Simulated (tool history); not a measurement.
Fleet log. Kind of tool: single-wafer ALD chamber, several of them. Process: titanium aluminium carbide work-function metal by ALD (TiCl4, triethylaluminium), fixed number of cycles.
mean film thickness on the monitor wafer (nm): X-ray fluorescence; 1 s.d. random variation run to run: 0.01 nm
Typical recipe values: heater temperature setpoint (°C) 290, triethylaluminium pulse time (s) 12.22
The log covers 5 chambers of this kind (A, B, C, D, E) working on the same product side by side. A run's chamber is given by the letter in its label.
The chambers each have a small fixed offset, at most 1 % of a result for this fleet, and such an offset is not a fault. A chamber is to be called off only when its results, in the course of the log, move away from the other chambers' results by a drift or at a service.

run,hour,heater temperature setpoint (°C),triethylaluminium pulse time (s),"read-back reference wafer on the same gauge, thickness_nm",mean film thickness on the monitor wafer (nm)
# hour 6.7: chamber A: triethylaluminium bottle replaced
1D,11.8,290,12.22,1.7802,1.9598
2C,26,290,12.22,1.7789,1.9243
3E,38,290,12.22,1.7812,1.9358
4B,46.1,290,12.22,1.7831,1.9547
5A,54.2,290,12.22,1.782,1.9568
6B,68.4,290,12.22,1.7837,1.9614
7D,78.7,290,12.22,1.7799,1.9352
8E,87.5,290,12.22,1.7807,1.9451
9C,99.2,290,12.22,1.7784,1.9322
# hour 103.3: chamber C: triethylaluminium bottle replaced
10A,108.6,302,9.71,1.78,2.0371
11B,118.6,302,9.71,1.7803,2.0273
12D,131.5,302,9.71,1.7793,1.9825
13A,142.5,302,9.71,1.7819,2.0268
# hour 146.5: chamber E: triethylaluminium bottle replaced
14C,153.8,302,9.71,1.7812,2.018
15E,166.6,296,12.22,1.7801,1.9992
16E,180.2,296,12.22,1.7826,1.9713
17A,189.1,296,12.22,1.7814,2.0078
# hour 192.2: chamber B: triethylaluminium bottle replaced
18D,202.7,296,12.22,1.777,1.9854
19B,215.4,296,12.22,1.7805,2.01
20C,221.7,290,12.22,1.7801,1.9486
21C,233.4,290,12.22,1.7787,1.9546
22A,246.1,290,12.22,1.7765,1.9556
23B,258.4,290,12.22,1.781,1.9543
24E,272.2,290,12.22,1.7806,1.929
25D,285.3,290,12.22,1.7799,1.9426
26B,292.4,290,12.22,1.7808,1.9437
27C,302.1,280,9.33,1.7807,1.7988
28E,313.4,280,9.33,1.7812,1.8147
29A,323,280,9.33,1.78,1.8161
30D,331.1,280,9.33,1.7809,1.7898
31A,338.1,280,9.33,1.781,1.8133

The same settings go to every chamber for the next run, one line per chamber below. Forecast the results for each:
32A,348.3,290,7.58,,?
32B,348.3,290,7.58,,?
32C,348.3,290,7.58,,?
32D,348.3,290,7.58,,?
32E,348.3,290,7.58,,?

run,mean film thickness on the monitor wafer (nm)
32A,1.8527
32B,1.843
32C,1.8091
32D,1.8256
32E,1.8209
